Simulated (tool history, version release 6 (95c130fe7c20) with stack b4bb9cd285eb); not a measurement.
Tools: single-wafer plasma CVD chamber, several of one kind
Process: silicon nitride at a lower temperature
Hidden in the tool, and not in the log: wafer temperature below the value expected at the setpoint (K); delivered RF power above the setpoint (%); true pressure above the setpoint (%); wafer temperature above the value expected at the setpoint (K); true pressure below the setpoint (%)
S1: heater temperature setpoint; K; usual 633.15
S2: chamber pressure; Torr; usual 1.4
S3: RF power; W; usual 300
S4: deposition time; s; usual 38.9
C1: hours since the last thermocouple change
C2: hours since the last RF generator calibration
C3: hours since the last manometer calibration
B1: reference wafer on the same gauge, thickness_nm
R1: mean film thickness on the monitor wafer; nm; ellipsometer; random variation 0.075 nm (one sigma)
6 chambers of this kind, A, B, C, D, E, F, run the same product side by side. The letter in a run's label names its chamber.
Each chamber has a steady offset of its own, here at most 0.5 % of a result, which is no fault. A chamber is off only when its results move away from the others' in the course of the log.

run,hour,S1,S2,S3,S4,C1,C2,C3,B1,R1
1E,12.7,633.15,1.4,300,38.9,2530.5,254.8,213.3,39.617,43.785
2C,21.4,633.15,1.4,300,38.9,291.1,828.3,760.1,39.603,44.079
3D,28.9,633.15,1.4,300,38.9,1758.6,810.9,1024.3,39.603,43.686
4F,43.4,633.15,1.4,300,38.9,772,1185.2,737.3,39.618,43.852
5B,51.8,633.15,1.15,345,38.9,1165.9,876.2,252.3,39.644,45.079
6A,61.2,633.15,1.15,345,38.9,1781,148.7,1751.3,39.639,45.213
7B,74.7,633.15,1.15,345,38.9,1188.8,899.1,275.2,39.651,45.184
# hour 75.9: chamber E: thermocouple changed; heater temperature recalibrated
8F,88.3,633.15,1.15,345,38.9,816.9,1230.1,782.2,39.646,45.6
9E,95.9,633.15,1.15,345,38.9,20.1,338,296.5,39.654,45.618
10A,109.5,633.15,1.15,345,38.9,1829.3,197,1799.6,39.646,45.243
11D,125.4,633.15,1.4,300,38.9,1855.1,907.4,1120.8,39.67,43.705
12C,141.3,633.15,1.4,300,38.9,411,948.2,880,39.687,44.096
13E,153.8,633.15,1.4,300,38.9,78,395.9,354.4,39.685,43.862
# hour 155: chamber C: RF generator calibrated
14D,167.7,633.15,1.4,300,38.9,1897.4,949.7,1163.1,39.692,43.854
15F,183,633.15,1.4,300,38.9,911.6,1324.8,876.9,39.705,44.098
# hour 196.7: chamber F: capacitance manometer re-zeroed and calibrated
16C,198.7,633.15,1.4,300,38.9,468.4,43.7,937.4,39.722,43.938
17A,208.3,633.15,1.4,300,38.9,1928.1,295.8,1898.4,39.716,43.837
18B,223,633.15,1.4,300,38.9,1337.1,1047.4,423.5,39.727,43.962
19B,230.8,633.15,1.4,300,38.9,1344.9,1055.2,431.3,39.731,43.914
20A,243.9,633.15,1.4,300,38.9,1963.7,331.4,1934,39.751,43.943
21E,252.9,633.15,1.4,300,38.9,177.1,495,453.5,39.747,44.092
22C,267.1,633.15,1.4,300,38.9,536.8,112.1,1005.8,39.782,44.099
23D,275.6,633.15,1.4,300,38.9,2005.3,1057.6,1271,39.76,43.928
24F,282.7,633.15,1.4,300,38.9,1011.3,1424.5,86,39.758,44.094
# hour 285.3: chamber F: RF generator calibrated
25C,298.3,633.15,1.4,300,38.9,568,143.3,1037,39.766,44.181
26A,306.2,633.15,1.4,300,38.9,2026,393.7,1996.3,39.756,44.106
# hour 311.5: chamber D: RF generator calibrated
27F,314.8,633.15,1.4,300,38.9,1043.4,29.5,118.1,39.789,44.216
# hour 323.1: chamber A: capacitance manometer re-zeroed and calibrated
28D,324.2,633.15,1.4,300,38.9,2053.9,12.7,1319.6,39.788,44.033
29E,331.8,633.15,1.4,300,38.9,256,573.9,532.4,39.805,44.099
30B,347.2,633.15,1.4,300,38.9,1461.3,1171.6,547.7,39.801,44.004
31C,361,633.15,1.4,320,42.9,630.7,206,1099.7,39.8,50.73
32E,376.4,633.15,1.4,320,42.9,300.6,618.5,577,39.839,51.007
33A,389.4,633.15,1.4,320,42.9,2109.2,476.9,66.4,39.823,50.588
34B,404.1,633.15,1.4,320,42.9,1518.2,1228.5,604.6,39.824,50.469
35D,417.9,633.15,1.4,320,42.9,2147.6,106.4,1413.3,39.851,50.669
36F,427.6,633.15,1.4,320,42.9,1156.2,142.3,230.9,39.835,50.912
37F,436.8,633.15,1.4,300,38.9,1165.4,151.5,240.1,39.867,44.131
38C,447.3,643.15,1.4,300,38.9,717,292.3,1186,39.846,44.073
39B,460.5,643.15,1.4,300,38.9,1574.6,1284.9,661,39.878,43.73
40A,468.1,643.15,1.4,300,38.9,2187.9,555.6,145.1,39.879,43.923

All 6 chambers run these settings next. Forecast each chamber's results:
41A,479.8,620.15,1.4,300,38.9,,,,,?
41B,479.8,620.15,1.4,300,38.9,,,,,?
41C,479.8,620.15,1.4,300,38.9,,,,,?
41D,479.8,620.15,1.4,300,38.9,,,,,?
41E,479.8,620.15,1.4,300,38.9,,,,,?
41F,479.8,620.15,1.4,300,38.9,,,,,?

run,R1
41A,44.361
41B,44.297
41C,44.576
41D,44.187
41E,44.385
41F,44.591
